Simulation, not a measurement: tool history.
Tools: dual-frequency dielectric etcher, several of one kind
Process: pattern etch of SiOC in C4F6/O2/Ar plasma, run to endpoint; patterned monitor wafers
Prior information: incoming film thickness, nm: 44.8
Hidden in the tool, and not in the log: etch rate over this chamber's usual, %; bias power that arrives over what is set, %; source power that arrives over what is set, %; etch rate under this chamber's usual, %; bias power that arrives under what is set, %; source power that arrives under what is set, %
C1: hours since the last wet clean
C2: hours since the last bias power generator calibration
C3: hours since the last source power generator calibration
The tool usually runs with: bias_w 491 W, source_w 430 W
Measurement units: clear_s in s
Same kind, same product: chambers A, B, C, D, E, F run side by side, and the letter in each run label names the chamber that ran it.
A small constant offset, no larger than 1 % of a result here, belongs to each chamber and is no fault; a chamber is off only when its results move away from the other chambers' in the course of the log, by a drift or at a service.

Run 1B, day 0.275: usual settings; C1 176.9; C2 733.4; C3 1387.8. Result: clear_s 14.759 s.
Run 2E, day 0.533: usual settings; C1 176.5; C2 354; C3 3009. Result: clear_s 14.801 s.
Run 3F, day 0.704: usual settings; C1 390.3; C2 1295.2; C3 1792.7. Result: clear_s 14.797 s.
Run 4C, day 0.85: usual settings; C1 416.1; C2 3626.2; C3 169.8. Result: clear_s 14.776 s.
Run 5A, day 1.012: usual settings; C1 635.6; C2 354.9; C3 3064.8. Result: clear_s 14.833 s.
Run 6D, day 1.162: usual settings but bias_w 550 W, source_w 320 W; C1 60.3; C2 1529.3; C3 613.9. Result: clear_s 15.849 s.
Run 7A, day 1.458: usual settings but bias_w 550 W, source_w 320 W; C1 646.3; C2 365.6; C3 3075.5. Result: clear_s 15.837 s.
At day 1.483: chamber A: wet clean of the chamber.
Run 8F, day 1.692: usual settings but bias_w 550 W, source_w 320 W; C1 414; C2 1318.9; C3 1816.4. Result: clear_s 15.763 s.
Run 9D, day 1.904: usual settings but bias_w 550 W, source_w 320 W; C1 78.1; C2 1547.1; C3 631.7. Result: clear_s 15.88 s.
Run 10C, day 2.071: usual settings but bias_w 550 W, source_w 320 W; C1 445.4; C2 3655.5; C3 199.1. Result: clear_s 15.863 s.
Run 11E, day 2.242: usual settings but bias_w 550 W, source_w 320 W; C1 217.5; C2 395; C3 3050. Result: clear_s 15.654 s.
Run 12B, day 2.483: usual settings; C1 229.9; C2 786.4; C3 1440.8. Result: clear_s 14.71 s.
Run 13D, day 2.767: usual settings; C1 98.8; C2 1567.8; C3 652.4. Result: clear_s 14.835 s.
Run 14A, day 3.012: usual settings but bias_w 542 W, source_w 360 W; C1 36.8; C2 402.9; C3 3112.8. Result: clear_s 15.387 s.
Run 15C, day 3.238: usual settings but bias_w 542 W, source_w 360 W; C1 473.4; C2 3683.5; C3 227.1. Result: clear_s 15.202 s.
Run 16E, day 3.488: usual settings but bias_w 542 W, source_w 360 W; C1 247.4; C2 424.9; C3 3079.9. Result: clear_s 15.084 s.
At day 3.504: chamber C: wet clean of the chamber.
Run 17B, day 3.654: usual settings but bias_w 542 W, source_w 360 W; C1 258; C2 814.5; C3 1468.9. Result: clear_s 15.133 s.
Run 18F, day 3.904: usual settings but bias_w 542 W, source_w 360 W; C1 467.1; C2 1372; C3 1869.5. Result: clear_s 15.107 s.
Run 19E, day 4.054: usual settings but bias_w 542 W, source_w 360 W; C1 261; C2 438.5; C3 3093.5. Result: clear_s 15.18 s.
Run 20A, day 4.275: usual settings; C1 67.1; C2 433.2; C3 3143.1. Result: clear_s 14.855 s.
Run 21F, day 4.496: usual settings but bias_w 380 W; C1 481.3; C2 1386.2; C3 1883.7. Result: clear_s 16.155 s.
Run 22D, day 4.725: usual settings but bias_w 380 W; C1 145.8; C2 1614.8; C3 699.4. Result: clear_s 16.293 s.
Run 23C, day 4.896: usual settings but bias_w 380 W; C1 33.4; C2 3723.3; C3 266.9. Result: clear_s 16.26 s.
Run 24B, day 5.042: usual settings but bias_w 380 W; C1 291.3; C2 847.8; C3 1502.2. Result: clear_s 16.348 s.
Run 25A, day 5.3: usual settings but bias_w 380 W; C1 91.7; C2 457.8; C3 3167.7. Result: clear_s 16.339 s.
Run 26C, day 5.562: usual settings but bias_w 380 W; C1 49.4; C2 3739.3; C3 282.9. Result: clear_s 16.347 s.
Run 27F, day 5.792: usual settings; C1 512.4; C2 1417.3; C3 1914.8. Result: clear_s 14.78 s.
Run 28D, day 6.088: usual settings; C1 178.5; C2 1647.5; C3 732.1. Result: clear_s 14.821 s.
Run 29B, day 6.4: usual settings; C1 323.9; C2 880.4; C3 1534.8. Result: clear_s 14.911 s.
Run 30E, day 6.688: usual settings but bias_w 401 W, source_w 480 W; C1 324.2; C2 501.7; C3 3156.7. Result: clear_s 15.254 s.
Run 31F, day 6.979: usual settings but bias_w 401 W, source_w 480 W; C1 540.9; C2 1445.8; C3 1943.3. Result: clear_s 15.186 s.
Run 32E, day 7.275: usual settings but bias_w 401 W, source_w 480 W; C1 338.3; C2 515.8; C3 3170.8. Result: clear_s 15.26 s.
Run 33A, day 7.421: usual settings but bias_w 401 W, source_w 480 W; C1 142.6; C2 508.7; C3 3218.6. Result: clear_s 15.293 s.
Run 34C, day 7.579: usual settings but bias_w 401 W, source_w 480 W; C1 97.8; C2 3787.7; C3 331.3. Result: clear_s 15.298 s.
Run 35B, day 7.729: usual settings but bias_w 401 W, source_w 480 W; C1 355.8; C2 912.3; C3 1566.7. Result: clear_s 15.635 s.
Run 36D, day 7.912: usual settings; C1 222.3; C2 1691.3; C3 775.9. Result: clear_s 14.909 s.
Run 37D, day 8.108: usual settings; C1 227; C2 1696; C3 780.6. Result: clear_s 14.766 s.
Run 38E, day 8.388: usual settings; C1 365; C2 542.5; C3 3197.5. Result: clear_s 14.837 s.
Run 39C, day 8.704: usual settings; C1 124.8; C2 3814.7; C3 358.3. Result: clear_s 14.79 s.
Run 40A, day 8.988: usual settings; C1 180.2; C2 546.3; C3 3256.2. Result: clear_s 14.895 s.
At day 8.996: chamber E: wet clean of the chamber.
Run 41F, day 9.196: usual settings; C1 594.1; C2 1499; C3 1996.5. Result: clear_s 14.738 s.
Run 42B, day 9.396: usual settings but bias_w 605 W; C1 395.8; C2 952.3; C3 1606.7. Result: clear_s 14.238 s.
Run 43C, day 9.65: usual settings but bias_w 605 W; C1 147.5; C2 3837.4; C3 381. Result: clear_s 13.704 s.
Run 44E, day 9.858: usual settings but bias_w 605 W; C1 20.7; C2 577.8; C3 3232.8. Result: clear_s 13.606 s.

Is one chamber off against the others, does the gauge drift, or is nothing wrong? If a chamber is off, say which, and what the likeliest cause is.

Chamber B drifts away from the others.
Cause: etch rate under this chamber's usual, % = 4.43.

Here are 4 candidates for chamber B's next run, each the usual settings with a change, their results left as question marks. Which one brings its results back in line with what the others give on the usual settings?
A result is in line if it is within this distance of the other chambers' mean on the usual settings: clear_s 0.19 s
Run 45B-1, day 10.083: usual settings but bias_w 544 W. Result: clear_s ?.
Run 45B-2, day 10.083: usual settings but bias_w 465 W, source_w 410 W. Result: clear_s ?.
Run 45B-3, day 10.083: usual settings but bias_w 513 W. Result: clear_s ?.
Run 45B-4, day 10.083: usual settings but source_w 410 W. Result: clear_s ?.

The other chambers' mean on the usual settings: clear_s 14.801 s
  run  clear_s
45B-1   14.868
45B-2   16.048
45B-3     15.2
45B-4   15.727
It is 45B-1 that realigns the chamber with its peers.
